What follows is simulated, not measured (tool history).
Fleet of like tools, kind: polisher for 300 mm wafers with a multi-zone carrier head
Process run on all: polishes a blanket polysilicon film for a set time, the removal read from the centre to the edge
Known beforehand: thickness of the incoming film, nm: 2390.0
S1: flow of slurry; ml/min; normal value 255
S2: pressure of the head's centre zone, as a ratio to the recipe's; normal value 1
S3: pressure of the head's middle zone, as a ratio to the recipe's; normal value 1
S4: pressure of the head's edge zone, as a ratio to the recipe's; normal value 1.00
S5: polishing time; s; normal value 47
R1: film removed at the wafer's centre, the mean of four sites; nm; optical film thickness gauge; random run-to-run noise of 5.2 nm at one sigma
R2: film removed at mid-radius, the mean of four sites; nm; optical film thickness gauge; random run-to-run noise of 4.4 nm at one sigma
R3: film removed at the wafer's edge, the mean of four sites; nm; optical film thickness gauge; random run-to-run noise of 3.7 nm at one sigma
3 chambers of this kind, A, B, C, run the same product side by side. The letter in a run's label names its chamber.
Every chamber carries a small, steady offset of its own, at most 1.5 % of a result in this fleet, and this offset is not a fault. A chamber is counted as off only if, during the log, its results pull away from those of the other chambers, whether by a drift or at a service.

run   hour   S1  S2  S3    S4  S5      R1      R2      R3
       1.3  -- chamber C: centre zone pressure recalibrated
 1C    6.3  255   1   1  1.00  47  442.20  444.55  442.04
       7.0  -- chamber C: worn pad replaced by a new one
       9.9  -- chamber A: worn pad replaced by a new one
 2A   14.3  255   1   1  1.00  47  427.75  438.90  442.63
 3B   19.1  255   1   1  1.00  47  427.83  442.09  444.45
      22.2  -- chamber B: slurry nozzle cleaned
 4C   27.8  255   1   1  1.00  47  434.42  436.02  439.27
      32.1  -- chamber B: worn pad replaced by a new one
 5B   34.7  255   1   1  1.00  56  514.52  523.45  530.38
 6A   38.8  255   1   1  1.00  56  532.65  527.04  523.74
 7A   44.2  255   1   1  1.00  56  518.15  527.97  523.82
      52.2  -- chamber A: centre zone pressure recalibrated
 8B   52.3  255   1   1  1.00  47  437.26  430.68  440.59
 9C   58.8  255   1   1  1.00  47  441.64  440.71  438.63
      63.9  -- chamber C: worn pad replaced by a new one
10B   65.2  255   1   1  1.00  47  433.90  438.52  442.05
11A   71.9  255   1   1  1.00  47  489.96  433.55  438.44
      76.7  -- chamber A: worn pad replaced by a new one
12C   77.3  255   1   1  1.00  47  431.59  445.33  441.60
      84.2  -- chamber B: worn pad replaced by a new one
13B   84.7  255   1   1  1.00  47  427.51  432.12  449.98
14A   89.3  255   1   1  1.00  47  487.27  432.45  439.69
15C   98.2  170   1   1  0.93  47  412.45  410.78  397.34
16C  107.2  170   1   1  0.93  47  413.01  411.97  402.50
17A  113.1  170   1   1  0.93  47  461.23  421.80  408.69
18B  118.7  255   1   1  1.00  47  427.39  437.54  439.22
     120.3  -- chamber A: slurry nozzle cleaned
19C  123.6  255   1   1  1.00  47  440.61  434.92  436.85
20B  128.9  255   1   1  1.00  47  441.75  437.41  439.71
     132.2  -- chamber C: worn pad replaced by a new one
21A  133.3  255   1   1  1.00  47  497.13  438.08  435.99
     139.2  -- chamber A: worn pad replaced by a new one
22C  142.8  255   1   1  1.00  47  433.84  438.06  437.66
23A  150.2  255   1   1  1.00  47  490.34  438.30  438.42

The same settings go to every chamber for the next run, one line per chamber below. Forecast the results for each:
24A  157.0  255   1   1  1.00  47   ?   ?   ?
24B  157.0  255   1   1  1.00  47   ?   ?   ?
24C  157.0  255   1   1  1.00  47   ?   ?   ?

run      R1      R2      R3
24A  497.69  434.07  446.71
24B  431.84  439.77  436.49
24C  443.47  435.38  440.14

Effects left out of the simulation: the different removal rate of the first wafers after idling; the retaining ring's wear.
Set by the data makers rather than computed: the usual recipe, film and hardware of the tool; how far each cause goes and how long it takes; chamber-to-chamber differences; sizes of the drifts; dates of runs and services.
